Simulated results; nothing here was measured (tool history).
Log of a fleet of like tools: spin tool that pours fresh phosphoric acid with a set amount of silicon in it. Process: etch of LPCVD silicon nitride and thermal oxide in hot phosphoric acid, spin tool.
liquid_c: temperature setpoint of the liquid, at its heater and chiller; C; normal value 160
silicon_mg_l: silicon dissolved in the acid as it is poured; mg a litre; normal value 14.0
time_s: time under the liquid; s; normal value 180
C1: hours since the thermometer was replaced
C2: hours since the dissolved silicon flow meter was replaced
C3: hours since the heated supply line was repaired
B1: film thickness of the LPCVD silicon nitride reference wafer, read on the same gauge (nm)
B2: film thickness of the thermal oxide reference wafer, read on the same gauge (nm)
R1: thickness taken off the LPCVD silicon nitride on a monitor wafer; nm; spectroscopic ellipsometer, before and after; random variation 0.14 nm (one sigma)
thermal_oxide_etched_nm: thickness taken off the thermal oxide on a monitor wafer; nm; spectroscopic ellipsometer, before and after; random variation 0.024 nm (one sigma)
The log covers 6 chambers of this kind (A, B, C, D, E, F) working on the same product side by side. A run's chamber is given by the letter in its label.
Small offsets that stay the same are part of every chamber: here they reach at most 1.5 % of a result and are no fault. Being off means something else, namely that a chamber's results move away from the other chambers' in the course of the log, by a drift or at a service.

{"run": "1E", "hour": 7.6, "liquid_c": 160, "silicon_mg_l": 14.0, "time_s": 180, "C1": 80.1, "C2": 1219.6, "C3": 2751.0, "B1": 140.0, "B2": 40.006, "R1": 16.694, "thermal_oxide_etched_nm": 0.37908}
{"run": "2D", "hour": 15.0, "liquid_c": 160, "silicon_mg_l": 14.0, "time_s": 180, "C1": 66.9, "C2": 527.5, "C3": 1928.2, "B1": 139.99, "B2": 40.064, "R1": 16.494, "thermal_oxide_etched_nm": 0.39443}
{"run": "3B", "hour": 22.6, "liquid_c": 160, "silicon_mg_l": 14.0, "time_s": 180, "C1": 1089.2, "C2": 730.2, "C3": 171.2, "B1": 140.01, "B2": 40.006, "R1": 16.98, "thermal_oxide_etched_nm": 0.39544}
{"run": "4F", "hour": 30.3, "liquid_c": 160, "silicon_mg_l": 14.0, "time_s": 180, "C1": 1294.0, "C2": 302.1, "C3": 1360.7, "B1": 140.0, "B2": 39.98, "R1": 16.986, "thermal_oxide_etched_nm": 0.39302}
{"hour": 32.8, "done": "chamber C: thermometer replaced"}
{"run": "5A", "hour": 35.0, "liquid_c": 160, "silicon_mg_l": 14.0, "time_s": 180, "C1": 173.3, "C2": 280.6, "C3": 1053.7, "B1": 140.01, "B2": 40.023, "R1": 17.012, "thermal_oxide_etched_nm": 0.3826}
{"run": "6C", "hour": 42.2, "liquid_c": 160, "silicon_mg_l": 18.5, "time_s": 215, "C1": 9.5, "C2": 1198.5, "C3": 951.5, "B1": 139.98, "B2": 39.986, "R1": 19.828, "thermal_oxide_etched_nm": 0.41319}
{"hour": 44.1, "done": "chamber C: heated supply line repaired"}
{"run": "7F", "hour": 47.6, "liquid_c": 160, "silicon_mg_l": 18.5, "time_s": 215, "C1": 1311.3, "C2": 319.4, "C3": 1378.0, "B1": 140.01, "B2": 40.016, "R1": 20.098, "thermal_oxide_etched_nm": 0.43058}
{"run": "8A", "hour": 52.8, "liquid_c": 160, "silicon_mg_l": 18.5, "time_s": 215, "C1": 191.1, "C2": 298.4, "C3": 1071.5, "B1": 140.0, "B2": 40.02, "R1": 20.133, "thermal_oxide_etched_nm": 0.41935}
{"run": "9D", "hour": 56.8, "liquid_c": 160, "silicon_mg_l": 18.5, "time_s": 215, "C1": 108.7, "C2": 569.3, "C3": 1970.0, "B1": 140.02, "B2": 39.997, "R1": 19.72, "thermal_oxide_etched_nm": 0.40515}
{"run": "10B", "hour": 64.5, "liquid_c": 160, "silicon_mg_l": 18.5, "time_s": 215, "C1": 1131.1, "C2": 772.1, "C3": 213.1, "B1": 139.99, "B2": 39.98, "R1": 20.062, "thermal_oxide_etched_nm": 0.42717}
{"run": "11E", "hour": 71.5, "liquid_c": 160, "silicon_mg_l": 18.5, "time_s": 215, "C1": 144.0, "C2": 1283.5, "C3": 2814.9, "B1": 140.0, "B2": 39.979, "R1": 19.861, "thermal_oxide_etched_nm": 0.41331}
{"run": "12C", "hour": 78.0, "liquid_c": 160, "silicon_mg_l": 14.0, "time_s": 180, "C1": 45.3, "C2": 1234.3, "C3": 33.9, "B1": 140.02, "B2": 39.973, "R1": 16.729, "thermal_oxide_etched_nm": 0.33027}
{"run": "13F", "hour": 84.0, "liquid_c": 160, "silicon_mg_l": 14.0, "time_s": 180, "C1": 1347.7, "C2": 355.8, "C3": 1414.4, "B1": 139.99, "B2": 39.936, "R1": 17.03, "thermal_oxide_etched_nm": 0.33218}
{"run": "14A", "hour": 91.0, "liquid_c": 160, "silicon_mg_l": 14.0, "time_s": 180, "C1": 229.3, "C2": 336.6, "C3": 1109.7, "B1": 140.02, "B2": 39.968, "R1": 16.602, "thermal_oxide_etched_nm": 0.39099}
{"run": "15B", "hour": 97.4, "liquid_c": 160, "silicon_mg_l": 14.0, "time_s": 180, "C1": 1164.0, "C2": 805.0, "C3": 246.0, "B1": 139.99, "B2": 39.992, "R1": 17.08, "thermal_oxide_etched_nm": 0.35068}
{"run": "16D", "hour": 101.5, "liquid_c": 160, "silicon_mg_l": 14.0, "time_s": 180, "C1": 153.4, "C2": 614.0, "C3": 2014.7, "B1": 140.02, "B2": 39.986, "R1": 16.478, "thermal_oxide_etched_nm": 0.38626}
{"run": "17C", "hour": 106.4, "liquid_c": 160, "silicon_mg_l": 14.0, "time_s": 180, "C1": 73.7, "C2": 1262.7, "C3": 62.3, "B1": 140.0, "B2": 39.966, "R1": 16.519, "thermal_oxide_etched_nm": 0.38721}
{"run": "18E", "hour": 110.7, "liquid_c": 160, "silicon_mg_l": 14.0, "time_s": 180, "C1": 183.2, "C2": 1322.7, "C3": 2854.1, "B1": 139.99, "B2": 40.02, "R1": 16.691, "thermal_oxide_etched_nm": 0.37455}
{"run": "19D", "hour": 115.8, "liquid_c": 160, "silicon_mg_l": 14.0, "time_s": 180, "C1": 167.7, "C2": 628.3, "C3": 2029.0, "B1": 140.01, "B2": 40.026, "R1": 16.581, "thermal_oxide_etched_nm": 0.36298}
{"run": "20E", "hour": 122.3, "liquid_c": 160, "silicon_mg_l": 14.0, "time_s": 180, "C1": 194.8, "C2": 1334.3, "C3": 2865.7, "B1": 140.0, "B2": 40.039, "R1": 16.809, "thermal_oxide_etched_nm": 0.40721}
{"run": "21C", "hour": 127.7, "liquid_c": 160, "silicon_mg_l": 14.0, "time_s": 180, "C1": 95.0, "C2": 1284.0, "C3": 83.6, "B1": 140.01, "B2": 39.968, "R1": 16.678, "thermal_oxide_etched_nm": 0.38074}
{"run": "22B", "hour": 132.9, "liquid_c": 160, "silicon_mg_l": 14.0, "time_s": 180, "C1": 1199.5, "C2": 840.5, "C3": 281.5, "B1": 140.01, "B2": 40.029, "R1": 16.927, "thermal_oxide_etched_nm": 0.37147}
{"run": "23F", "hour": 140.3, "liquid_c": 160, "silicon_mg_l": 14.0, "time_s": 180, "C1": 1404.0, "C2": 412.1, "C3": 1470.7, "B1": 140.0, "B2": 40.017, "R1": 16.957, "thermal_oxide_etched_nm": 0.39874}
{"run": "24A", "hour": 148.2, "liquid_c": 160, "silicon_mg_l": 14.0, "time_s": 180, "C1": 286.5, "C2": 393.8, "C3": 1166.9, "B1": 140.0, "B2": 40.007, "R1": 16.33, "thermal_oxide_etched_nm": 0.31775}
{"run": "25B", "hour": 156.7, "liquid_c": 160, "silicon_mg_l": 14.0, "time_s": 180, "C1": 1223.3, "C2": 864.3, "C3": 305.3, "B1": 140.01, "B2": 40.021, "R1": 16.696, "thermal_oxide_etched_nm": 0.38751}
{"run": "26F", "hour": 161.8, "liquid_c": 160, "silicon_mg_l": 14.0, "time_s": 255, "C1": 1425.5, "C2": 433.6, "C3": 1492.2, "B1": 140.0, "B2": 39.993, "R1": 23.532, "thermal_oxide_etched_nm": 0.55287}
{"run": "27D", "hour": 168.4, "liquid_c": 160, "silicon_mg_l": 14.0, "time_s": 255, "C1": 220.3, "C2": 680.9, "C3": 2081.6, "B1": 140.01, "B2": 40.046, "R1": 23.703, "thermal_oxide_etched_nm": 0.51874}
{"run": "28E", "hour": 172.7, "liquid_c": 160, "silicon_mg_l": 14.0, "time_s": 255, "C1": 245.2, "C2": 1384.7, "C3": 2916.1, "B1": 139.99, "B2": 40.044, "R1": 23.502, "thermal_oxide_etched_nm": 0.50642}
{"run": "29A", "hour": 180.1, "liquid_c": 160, "silicon_mg_l": 14.0, "time_s": 255, "C1": 318.4, "C2": 425.7, "C3": 1198.8, "B1": 139.98, "B2": 39.996, "R1": 23.411, "thermal_oxide_etched_nm": 0.54177}
{"hour": 180.6, "done": "chamber E: heated supply line repaired"}
{"run": "30C", "hour": 184.6, "liquid_c": 160, "silicon_mg_l": 14.0, "time_s": 255, "C1": 151.9, "C2": 1340.9, "C3": 140.5, "B1": 140.01, "B2": 39.971, "R1": 23.312, "thermal_oxide_etched_nm": 0.4776}
{"run": "31E", "hour": 192.2, "liquid_c": 160, "silicon_mg_l": 14.0, "time_s": 255, "C1": 264.7, "C2": 1404.2, "C3": 11.7, "B1": 140.0, "B2": 39.977, "R1": 24.259, "thermal_oxide_etched_nm": 0.51392}
{"run": "32D", "hour": 199.6, "liquid_c": 160, "silicon_mg_l": 14.0, "time_s": 180, "C1": 251.5, "C2": 712.1, "C3": 2112.8, "B1": 140.01, "B2": 39.97, "R1": 16.526, "thermal_oxide_etched_nm": 0.34099}
{"run": "33C", "hour": 205.8, "liquid_c": 160, "silicon_mg_l": 14.0, "time_s": 180, "C1": 173.1, "C2": 1362.1, "C3": 161.7, "B1": 139.99, "B2": 39.98, "R1": 16.501, "thermal_oxide_etched_nm": 0.36699}
{"run": "34B", "hour": 213.1, "liquid_c": 160, "silicon_mg_l": 14.0, "time_s": 180, "C1": 1279.7, "C2": 920.7, "C3": 361.7, "B1": 140.0, "B2": 39.955, "R1": 16.765, "thermal_oxide_etched_nm": 0.3808}
{"run": "35F", "hour": 217.8, "liquid_c": 160, "silicon_mg_l": 14.0, "time_s": 180, "C1": 1481.5, "C2": 489.6, "C3": 1548.2, "B1": 139.99, "B2": 39.968, "R1": 16.915, "thermal_oxide_etched_nm": 0.35833}
{"run": "36A", "hour": 221.6, "liquid_c": 160, "silicon_mg_l": 14.0, "time_s": 180, "C1": 359.9, "C2": 467.2, "C3": 1240.3, "B1": 140.0, "B2": 40.05, "R1": 16.122, "thermal_oxide_etched_nm": 0.34515}
{"run": "37A", "hour": 228.8, "liquid_c": 160, "silicon_mg_l": 8.0, "time_s": 180, "C1": 367.1, "C2": 474.4, "C3": 1247.5, "B1": 140.0, "B2": 39.986, "R1": 16.151, "thermal_oxide_etched_nm": 0.41949}

The same settings go to every chamber for the next run, one line per chamber below. Forecast the results for each:
{"run": "38A", "hour": 234.9, "liquid_c": 160, "silicon_mg_l": 14.0, "time_s": 75, "R1": "?", "thermal_oxide_etched_nm": "?"}
{"run": "38B", "hour": 234.9, "liquid_c": 160, "silicon_mg_l": 14.0, "time_s": 75, "R1": "?", "thermal_oxide_etched_nm": "?"}
{"run": "38C", "hour": 234.9, "liquid_c": 160, "silicon_mg_l": 14.0, "time_s": 75, "R1": "?", "thermal_oxide_etched_nm": "?"}
{"run": "38D", "hour": 234.9, "liquid_c": 160, "silicon_mg_l": 14.0, "time_s": 75, "R1": "?", "thermal_oxide_etched_nm": "?"}
{"run": "38E", "hour": 234.9, "liquid_c": 160, "silicon_mg_l": 14.0, "time_s": 75, "R1": "?", "thermal_oxide_etched_nm": "?"}
{"run": "38F", "hour": 234.9, "liquid_c": 160, "silicon_mg_l": 14.0, "time_s": 75, "R1": "?", "thermal_oxide_etched_nm": "?"}

run=38A R1=6.6946 thermal_oxide_etched_nm=0.14634
run=38B R1=7.1379 thermal_oxide_etched_nm=0.15703
run=38C R1=7.0436 thermal_oxide_etched_nm=0.15842
run=38D R1=6.8660 thermal_oxide_etched_nm=0.18002
run=38E R1=7.0669 thermal_oxide_etched_nm=0.15388
run=38F R1=7.1431 thermal_oxide_etched_nm=0.15420
